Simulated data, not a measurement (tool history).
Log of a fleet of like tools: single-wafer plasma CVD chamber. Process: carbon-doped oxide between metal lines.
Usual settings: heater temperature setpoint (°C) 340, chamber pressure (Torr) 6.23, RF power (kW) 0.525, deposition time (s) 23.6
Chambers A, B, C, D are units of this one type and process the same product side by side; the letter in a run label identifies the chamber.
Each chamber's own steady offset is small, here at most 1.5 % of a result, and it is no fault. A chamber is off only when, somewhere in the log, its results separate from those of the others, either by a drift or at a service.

run	hour	heater temperature setpoint (°C)	chamber pressure (Torr)	RF power (kW)	deposition time (s)	read-back reference wafer on the same gauge, thickness_nm	mean film thickness on the monitor wafer (nm)
1D	3.3	340	6.23	0.525	23.6	155	130.87
2A	6.1	340	6.23	0.525	23.6	154.93	133.6
3B	10.5	340	6.23	0.525	23.6	154.93	132.77
4C	12.8	340	6.23	0.525	23.6	154.88	132.54
5C	16.1	340	6.23	0.525	23.6	154.93	132.29
6A	19	340	6.23	0.525	23.6	154.84	133.65
7B	23	340	6.23	0.525	23.6	154.88	132.45
8D	26.4	340	6.23	0.525	23.6	154.85	130.75
9C	30.1	340	6.23	0.525	23.6	154.8	132.15
10B	33.2	349	6.23	0.625	23.6	154.79	143.57
11A	36.4	349	6.23	0.625	23.6	154.81	144.73
12D	39.7	349	6.23	0.625	23.6	154.78	141.54
13A	42.9	349	6.23	0.625	23.6	154.75	144.99
14B	46.1	340	6.23	0.525	23.6	154.78	132.47
15C	49	340	6.23	0.525	23.6	154.69	132.05
16D	52.6	340	6.23	0.525	23.6	154.68	130.55
17C	56.5	340	6.23	0.525	23.6	154.72	132.31
18B	60.4	340	6.23	0.525	23.6	154.64	132.46
19A	63.2	340	6.23	0.525	23.6	154.67	133.29
20D	65.2	329	6.23	0.58	23.6	154.64	144.09
21A	67.7	329	6.23	0.58	23.6	154.66	147.26
22B	70.2	329	6.23	0.58	23.6	154.6	145.99
23D	72.4	329	6.23	0.58	23.6	154.54	143.61
24C	75.7	340	6.23	0.525	23.6	154.6	132
25B	80.1	340	6.23	0.525	23.6	154.56	132.35
26D	82.6	340	6.23	0.525	23.6	154.53	130.21
27C	84.6	340	6.23	0.435	26.2	154.56	129.9
28A	86.5	340	6.23	0.435	26.2	154.51	129.71
29B	90.5	340	6.23	0.435	26.2	154.46	129.63
30D	93	340	6.23	0.435	26.2	154.54	127.77
31C	96.3	340	6.23	0.525	23.6	154.46	132.23
32A	100.7	340	6.23	0.525	23.6	154.42	132.98
33B	104.3	340	6.23	0.525	23.6	154.41	132.44
34D	108.1	326	6.23	0.525	23.6	154.35	136.6
35C	111.8	326	6.23	0.525	23.6	154.38	138.33
36A	115.8	326	6.23	0.525	23.6	154.36	139.57
37A	119.5	326	6.23	0.525	23.6	154.32	139.49
38B	123.9	340	6.23	0.525	23.6	154.33	132.24
39C	127.7	340	6.23	0.525	23.6	154.29	131.95

Has any chamber moved away from the others, gradually or after a service, or does the common gauge drift, or do the chambers differ only by their own small steady offsets? State the chamber and the most likely cause if one applies.

It is the gauge, not a chamber: its drift shows up in every chamber's results at once, and no chamber is off.
Likeliest cause: gauge reads low (%) = 0.467.
